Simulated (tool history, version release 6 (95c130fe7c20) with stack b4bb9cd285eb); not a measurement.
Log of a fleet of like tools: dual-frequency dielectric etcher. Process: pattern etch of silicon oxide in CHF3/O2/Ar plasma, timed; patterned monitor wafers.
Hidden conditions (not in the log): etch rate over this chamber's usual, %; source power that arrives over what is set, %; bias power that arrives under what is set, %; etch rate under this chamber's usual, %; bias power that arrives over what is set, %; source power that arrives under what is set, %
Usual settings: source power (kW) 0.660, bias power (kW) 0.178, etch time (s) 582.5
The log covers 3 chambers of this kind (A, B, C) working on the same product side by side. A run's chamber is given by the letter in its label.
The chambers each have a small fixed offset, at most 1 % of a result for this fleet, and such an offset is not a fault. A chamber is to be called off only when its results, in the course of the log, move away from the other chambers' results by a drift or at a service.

run   hour  source power (kW)  bias power (kW)  etch time (s)  hours since the last wet clean  hours since the last source power generator calibration  hours since the last bias power generator calibration  read-back reference wafer on the same gauge, depth_nm  mean etch depth across the wafer (angstrom)
 1B    7.5              0.660            0.178          582.5                            50.1                                                    255.7                                                 1812.5                                                 1159.0                                        12087
 2A   13.4              0.660            0.178          582.5                            58.1                                                    608.7                                                  173.3                                                 1160.3                                        11850
 3C   20.2              0.660            0.178          582.5                           203.7                                                    255.1                                                 1713.3                                                 1159.7                                        11833
 4C   25.6              0.660            0.178          582.5                           209.1                                                    260.5                                                 1718.7                                                 1161.2                                        11894
 5A   31.0              0.660            0.178          582.5                            75.7                                                    626.3                                                  190.9                                                 1160.3                                        11825
 6B   37.8              0.660            0.178          582.5                            80.4                                                    286.0                                                 1842.8                                                 1158.3                                        12036
 7A   41.3              0.660            0.178          582.5                            86.0                                                    636.6                                                  201.2                                                 1161.5                                        11853
 8C   46.2              0.660            0.178          582.5                           229.7                                                    281.1                                                 1739.3                                                 1158.1                                        11948
 9B   49.8              0.660            0.178          582.5                            92.4                                                    298.0                                                 1854.8                                                 1160.4                                        12003
10C   56.6              0.660            0.178          679.0                           240.1                                                    291.5                                                 1749.7                                                 1162.4                                        14061
11B   62.4              0.660            0.178          679.0                           105.0                                                    310.6                                                 1867.4                                                 1160.5                                        14058
12A   67.9              0.660            0.178          679.0                           112.6                                                    663.2                                                  227.8                                                 1157.5                                        13938
13C   73.6              0.660            0.178          582.5                           257.1                                                    308.5                                                 1766.7                                                 1161.0                                        11866
14B   77.9              0.660            0.178          582.5                           120.5                                                    326.1                                                 1882.9                                                 1159.4                                        11905
15A   83.6              0.660            0.178          582.5                           128.3                                                    678.9                                                  243.5                                                 1160.7                                        11878
16C   88.9              0.660            0.178          582.5                           272.4                                                    323.8                                                 1782.0                                                 1159.2                                        11918
17A   93.5              0.660            0.178          582.5                           138.2                                                    688.8                                                  253.4                                                 1159.4                                        11799
18B   98.4              0.660            0.178          582.5                           141.0                                                    346.6                                                 1903.4                                                 1157.9                                        12005
19C  105.4              0.660            0.178          497.0                           288.9                                                    340.3                                                 1798.5                                                 1160.7                                        10177
20B  108.9              0.660            0.178          497.0                           151.5                                                    357.1                                                 1913.9                                                 1160.0                                        10211
21A  113.9              0.660            0.178          497.0                           158.6                                                    709.2                                                  273.8                                                 1159.7                                        10185
22A  118.9              0.660            0.178          582.5                           163.6                                                    714.2                                                  278.8                                                 1160.6                                        11826
23C  124.9              0.510            0.178          582.5                           308.4                                                    359.8                                                 1818.0                                                 1159.5                                        10722
24B  129.1              0.510            0.178          582.5                           171.7                                                    377.3                                                 1934.1                                                 1159.4                                        10870
25A  133.7              0.510            0.178          582.5                           178.4                                                    729.0                                                  293.6                                                 1159.1                                        10757
26B  139.0              0.660            0.178          582.5                           181.6                                                    387.2                                                 1944.0                                                 1160.7                                        11842
27C  146.2              0.660            0.178          582.5                           329.7                                                    381.1                                                 1839.3                                                 1159.7                                        11979
28C  152.9              0.660            0.178          582.5                           336.4                                                    387.8                                                 1846.0                                                 1159.7                                        11992
29A  159.4              0.660            0.178          582.5                           204.1                                                    754.7                                                  319.3                                                 1158.5                                        11893
30B  166.9              0.660            0.162          696.0                           209.5                                                    415.1                                                 1971.9                                                 1161.9                                        13883
31C  172.4              0.660            0.162          696.0                           355.9                                                    407.3                                                 1865.5                                                 1160.3                                        13816
32A  180.0              0.660            0.162          696.0                           224.7                                                    775.3                                                  339.9                                                 1159.2                                        13639
33B  183.9              0.660            0.178          582.5                           226.5                                                    432.1                                                 1988.9                                                 1160.4                                        11984
34B  188.1              0.660            0.178          582.5                           230.7                                                    436.3                                                 1993.1                                                 1160.1                                        12137
35C  195.6              0.660            0.178          582.5                           379.1                                                    430.5                                                 1888.7                                                 1160.3                                        11785
36A  201.3              0.660            0.178          582.5                           246.0                                                    796.6                                                  361.2                                                 1160.8                                        11900
37C  208.9              0.660            0.178          582.5                           392.4                                                    443.8                                                 1902.0                                                 1158.9                                        11923

Has any chamber moved away from the others, gradually or after a service, or does the common gauge drift, or do the chambers differ only by their own small steady offsets? State the chamber and the most likely cause if one applies.

No chamber is off and the gauge is stable; the differences are just each chamber's small, constant offset.
